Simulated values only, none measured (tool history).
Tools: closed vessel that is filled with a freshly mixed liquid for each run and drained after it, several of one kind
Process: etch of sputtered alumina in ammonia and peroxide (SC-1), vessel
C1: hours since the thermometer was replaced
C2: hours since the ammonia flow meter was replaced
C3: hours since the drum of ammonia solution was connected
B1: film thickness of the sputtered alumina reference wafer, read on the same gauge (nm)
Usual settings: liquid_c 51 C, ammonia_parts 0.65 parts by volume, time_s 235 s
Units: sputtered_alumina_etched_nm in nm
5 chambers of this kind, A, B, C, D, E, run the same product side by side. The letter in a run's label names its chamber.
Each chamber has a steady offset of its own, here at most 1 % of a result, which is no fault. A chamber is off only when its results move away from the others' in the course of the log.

run 1B hour=14.4 | liquid_c=51 ammonia_parts=0.65 time_s=235 | C1=663.4 C2=118.3 C3=145.1 | B1=29.999 | sputtered_alumina_etched_nm=9.5049
run 2C hour=20.7 | liquid_c=51 ammonia_parts=0.65 time_s=235 | C1=822.4 C2=209.7 C3=284.6 | B1=29.958 | sputtered_alumina_etched_nm=9.6381
run 3D hour=33.9 | liquid_c=51 ammonia_parts=0.65 time_s=235 | C1=1044.3 C2=392 C3=236.3 | B1=29.965 | sputtered_alumina_etched_nm=9.6581
run 4A hour=44.4 | liquid_c=51 ammonia_parts=0.65 time_s=235 | C1=1370.3 C2=418.5 C3=147 | B1=29.985 | sputtered_alumina_etched_nm=9.888
run 5E hour=51.6 | liquid_c=51 ammonia_parts=0.65 time_s=235 | C1=905.7 C2=632.9 C3=500.6 | B1=30.059 | sputtered_alumina_etched_nm=9.677
run 6E hour=61.7 | liquid_c=51 ammonia_parts=0.65 time_s=235 | C1=915.8 C2=643 C3=510.7 | B1=29.978 | sputtered_alumina_etched_nm=9.5813
run 7B hour=69 | liquid_c=58 ammonia_parts=0.65 time_s=290 | C1=718 C2=172.9 C3=199.7 | B1=30.06 | sputtered_alumina_etched_nm=17.233
run 8A hour=83.3 | liquid_c=58 ammonia_parts=0.65 time_s=290 | C1=1409.2 C2=457.4 C3=185.9 | B1=30.024 | sputtered_alumina_etched_nm=17.616
run 9C hour=91.9 | liquid_c=58 ammonia_parts=0.65 time_s=290 | C1=893.6 C2=280.9 C3=355.8 | B1=29.986 | sputtered_alumina_etched_nm=17.398
run 10D hour=102.8 | liquid_c=58 ammonia_parts=0.65 time_s=290 | C1=1113.2 C2=460.9 C3=305.2 | B1=29.98 | sputtered_alumina_etched_nm=17.151
run 11E hour=111.5 | liquid_c=58 ammonia_parts=0.65 time_s=290 | C1=965.6 C2=692.8 C3=560.5 | B1=30.038 | sputtered_alumina_etched_nm=17.316
run 12C hour=121.6 | liquid_c=51 ammonia_parts=0.65 time_s=235 | C1=923.3 C2=310.6 C3=385.5 | B1=30.002 | sputtered_alumina_etched_nm=9.705
-- hour=124.3 chamber A: new drum of ammonia solution connected
-- hour=125 chamber A: thermometer replaced
run 13D hour=134.2 | liquid_c=51 ammonia_parts=0.65 time_s=235 | C1=1144.6 C2=492.3 C3=336.6 | B1=29.971 | sputtered_alumina_etched_nm=9.6591
run 14B hour=141.1 | liquid_c=51 ammonia_parts=0.65 time_s=235 | C1=790.1 C2=245 C3=271.8 | B1=29.975 | sputtered_alumina_etched_nm=9.5825
run 15A hour=154.3 | liquid_c=51 ammonia_parts=0.65 time_s=235 | C1=29.3 C2=528.4 C3=30.1 | B1=30.027 | sputtered_alumina_etched_nm=9.7292
-- hour=157.9 chamber D: ammonia flow meter replaced
run 16A hour=167.6 | liquid_c=51 ammonia_parts=0.65 time_s=235 | C1=42.6 C2=541.7 C3=43.4 | B1=29.988 | sputtered_alumina_etched_nm=9.7502
run 17C hour=180.3 | liquid_c=57.5 ammonia_parts=0.65 time_s=235 | C1=982 C2=369.3 C3=444.2 | B1=29.967 | sputtered_alumina_etched_nm=13.813
run 18B hour=189.1 | liquid_c=57.5 ammonia_parts=0.65 time_s=235 | C1=838.1 C2=293 C3=319.8 | B1=29.996 | sputtered_alumina_etched_nm=13.516
run 19E hour=201.1 | liquid_c=57.5 ammonia_parts=0.65 time_s=235 | C1=1055.2 C2=782.4 C3=650.1 | B1=30.036 | sputtered_alumina_etched_nm=14.111
run 20D hour=212.6 | liquid_c=57.5 ammonia_parts=0.65 time_s=235 | C1=1223 C2=54.8 C3=415 | B1=30.017 | sputtered_alumina_etched_nm=13.629
run 21A hour=225.6 | liquid_c=57.5 ammonia_parts=0.65 time_s=235 | C1=100.6 C2=599.7 C3=101.4 | B1=30.012 | sputtered_alumina_etched_nm=13.734
run 22C hour=232.6 | liquid_c=51 ammonia_parts=0.65 time_s=235 | C1=1034.3 C2=421.6 C3=496.5 | B1=29.988 | sputtered_alumina_etched_nm=9.7078
run 23E hour=247.1 | liquid_c=51 ammonia_parts=0.65 time_s=235 | C1=1101.2 C2=828.4 C3=696.1 | B1=29.991 | sputtered_alumina_etched_nm=10.131
run 24B hour=256.9 | liquid_c=51 ammonia_parts=0.65 time_s=235 | C1=905.9 C2=360.8 C3=387.6 | B1=30.007 | sputtered_alumina_etched_nm=9.652
run 25D hour=264.5 | liquid_c=51 ammonia_parts=0.65 time_s=235 | C1=1274.9 C2=106.7 C3=466.9 | B1=29.993 | sputtered_alumina_etched_nm=9.7405
run 26E hour=277.6 | liquid_c=51 ammonia_parts=0.65 time_s=235 | C1=1131.7 C2=858.9 C3=726.6 | B1=30.03 | sputtered_alumina_etched_nm=10.117
run 27A hour=285.2 | liquid_c=51 ammonia_parts=0.65 time_s=235 | C1=160.2 C2=659.3 C3=161 | B1=29.981 | sputtered_alumina_etched_nm=9.7618
run 28B hour=298.6 | liquid_c=51 ammonia_parts=0.65 time_s=235 | C1=947.6 C2=402.5 C3=429.3 | B1=29.966 | sputtered_alumina_etched_nm=9.5839
-- hour=302 chamber B: ammonia flow meter replaced
run 29C hour=308.2 | liquid_c=51 ammonia_parts=0.65 time_s=235 | C1=1109.9 C2=497.2 C3=572.1 | B1=30.019 | sputtered_alumina_etched_nm=9.6264
run 30D hour=314.4 | liquid_c=51 ammonia_parts=0.65 time_s=235 | C1=1324.8 C2=156.6 C3=516.8 | B1=30.002 | sputtered_alumina_etched_nm=9.5833
run 31B hour=322.5 | liquid_c=51 ammonia_parts=0.65 time_s=235 | C1=971.5 C2=20.6 C3=453.2 | B1=29.983 | sputtered_alumina_etched_nm=9.6021
run 32E hour=331.8 | liquid_c=51 ammonia_parts=0.9 time_s=235 | C1=1185.9 C2=913.1 C3=780.8 | B1=30.024 | sputtered_alumina_etched_nm=10.68
run 33D hour=340.6 | liquid_c=51 ammonia_parts=0.9 time_s=235 | C1=1351 C2=182.8 C3=543 | B1=30.013 | sputtered_alumina_etched_nm=10.081
run 34C hour=349.7 | liquid_c=51 ammonia_parts=0.9 time_s=235 | C1=1151.4 C2=538.7 C3=613.6 | B1=29.971 | sputtered_alumina_etched_nm=9.8305
run 35A hour=356.3 | liquid_c=51 ammonia_parts=0.9 time_s=235 | C1=231.3 C2=730.4 C3=232.1 | B1=30.038 | sputtered_alumina_etched_nm=10.026
run 36C hour=364.3 | liquid_c=51 ammonia_parts=0.9 time_s=235 | C1=1166 C2=553.3 C3=628.2 | B1=29.988 | sputtered_alumina_etched_nm=9.9812
run 37B hour=378.3 | liquid_c=51 ammonia_parts=0.65 time_s=235 | C1=1027.3 C2=76.4 C3=509 | B1=29.946 | sputtered_alumina_etched_nm=9.6637
-- hour=382.1 chamber A: new drum of ammonia solution connected
run 38E hour=390 | liquid_c=51 ammonia_parts=0.65 time_s=235 | C1=1244.1 C2=971.3 C3=839 | B1=30.044 | sputtered_alumina_etched_nm=10.499
run 39A hour=396.9 | liquid_c=51 ammonia_parts=0.65 time_s=235 | C1=271.9 C2=771 C3=14.9 | B1=30.005 | sputtered_alumina_etched_nm=9.7458
run 40D hour=404.1 | liquid_c=51 ammonia_parts=0.65 time_s=235 | C1=1414.5 C2=246.3 C3=606.5 | B1=29.947 | sputtered_alumina_etched_nm=9.6898
run 41B hour=411.9 | liquid_c=51 ammonia_parts=0.65 time_s=235 | C1=1060.9 C2=110 C3=542.6 | B1=30.003 | sputtered_alumina_etched_nm=9.5465
run 42D hour=418.3 | liquid_c=58 ammonia_parts=0.65 time_s=235 | C1=1428.7 C2=260.5 C3=620.7 | B1=30.022 | sputtered_alumina_etched_nm=13.845
run 43E hour=431.8 | liquid_c=58 ammonia_parts=0.65 time_s=235 | C1=1285.9 C2=1013.1 C3=880.8 | B1=29.99 | sputtered_alumina_etched_nm=15.173

What goes on in this fleet: one chamber off, a drifting gauge, or nothing beyond the chambers' own small offsets? Name the chamber and the cause, if any.

Chamber E drifts away from the others.
Cause: liquid hotter than its thermometer reads (K) = 1.87.

Here are 4 candidates for chamber E's next run, each the usual settings with a change, their results left as question marks. Which one brings its results back in line with what the others give on the usual settings?
In line means no further than this from the other chambers' mean on the usual settings: sputtered_alumina_etched_nm 0.25 nm
run 44E-1 hour=442.2 | liquid_c=49.5 ammonia_parts=0.65 time_s=210 | sputtered_alumina_etched_nm=?
run 44E-2 hour=442.2 | liquid_c=52 ammonia_parts=0.65 time_s=245 | sputtered_alumina_etched_nm=?
run 44E-3 hour=442.2 | liquid_c=49 ammonia_parts=0.65 time_s=235 | sputtered_alumina_etched_nm=?
run 44E-4 hour=442.2 | liquid_c=51 ammonia_parts=0.65 time_s=285 | sputtered_alumina_etched_nm=?

The other chambers' mean on the usual settings: sputtered_alumina_etched_nm 9.6678 nm
run=44E-1 sputtered_alumina_etched_nm=8.855
run=44E-2 sputtered_alumina_etched_nm=11.83
run=44E-3 sputtered_alumina_etched_nm=9.6425
run=44E-4 sputtered_alumina_etched_nm=13.042
44E-3 brings the chamber back in line.

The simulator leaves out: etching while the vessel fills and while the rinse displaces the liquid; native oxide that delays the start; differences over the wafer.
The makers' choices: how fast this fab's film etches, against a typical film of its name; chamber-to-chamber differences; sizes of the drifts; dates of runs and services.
